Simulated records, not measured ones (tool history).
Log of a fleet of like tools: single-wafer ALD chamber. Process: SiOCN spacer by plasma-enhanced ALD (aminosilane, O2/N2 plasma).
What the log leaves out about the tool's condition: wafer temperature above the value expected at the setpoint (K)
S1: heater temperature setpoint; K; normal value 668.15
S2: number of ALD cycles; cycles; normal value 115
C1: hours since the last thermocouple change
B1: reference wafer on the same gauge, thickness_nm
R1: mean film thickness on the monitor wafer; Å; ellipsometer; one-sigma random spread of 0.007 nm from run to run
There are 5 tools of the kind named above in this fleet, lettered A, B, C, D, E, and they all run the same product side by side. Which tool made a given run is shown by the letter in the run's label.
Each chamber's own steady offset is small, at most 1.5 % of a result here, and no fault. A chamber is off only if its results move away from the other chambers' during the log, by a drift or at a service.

run,hour,S1,S2,C1,B1,R1
1B,6.9,668.15,115,1112.2,7.9604,69.951
2A,13.7,668.15,115,955.8,7.9631,70.249
3E,18.7,668.15,115,639.7,7.9620,68.794
4D,29.1,668.15,115,503.7,7.9645,69.860
# hour 31.6: chamber A: thermocouple changed; heater temperature recalibrated
5C,39.5,668.15,115,1393.5,7.9638,70.195
6C,50.1,668.15,115,1404.1,7.9660,70.067
7B,59.9,668.15,115,1165.2,7.9690,69.962
8E,65.4,668.15,115,686.4,7.9683,69.025
9A,75.7,668.15,101,44.2,7.9716,61.871
10D,84.2,668.15,101,558.8,7.9699,61.233
11C,89.5,668.15,101,1443.5,7.9723,61.523
12B,100.3,668.15,101,1205.6,7.9726,61.643
13D,107.7,668.15,101,582.3,7.9732,61.335
14E,118.6,668.15,115,739.6,7.9759,69.036
15A,128.3,668.15,115,96.8,7.9760,70.383
16A,135.8,668.15,115,104.3,7.9800,70.367
17C,141.9,668.15,95,1495.9,7.9779,57.982
18B,149.4,668.15,95,1254.7,7.9804,57.863
19D,154.2,668.15,95,628.8,7.9780,57.796
20E,159.0,668.15,95,780.0,7.9818,57.071
21A,168.0,668.15,95,136.5,7.9848,58.108
22E,178.3,653.15,93,799.3,7.9837,55.831
23D,184.7,653.15,93,659.3,7.9836,56.563
24B,193.3,653.15,93,1298.6,7.9862,56.874
25C,203.1,653.15,93,1557.1,7.9858,56.798
26B,210.9,653.15,93,1316.2,7.9880,56.841
27C,217.3,668.15,115,1571.3,7.9892,70.182
28A,225.5,668.15,115,194.0,7.9896,70.585
29D,231.0,668.15,115,705.6,7.9895,69.800
30E,241.6,678.15,115,862.6,7.9908,67.620

What goes on in this fleet: one chamber off, a drifting gauge, or nothing beyond the chambers' own small offsets? Name the chamber and the cause, if any.

No chamber is off; the gauge reading every chamber's wafers drifts, which makes the whole fleet appear to move together.
Most likely cause: gauge reads high (%) = 0.416.

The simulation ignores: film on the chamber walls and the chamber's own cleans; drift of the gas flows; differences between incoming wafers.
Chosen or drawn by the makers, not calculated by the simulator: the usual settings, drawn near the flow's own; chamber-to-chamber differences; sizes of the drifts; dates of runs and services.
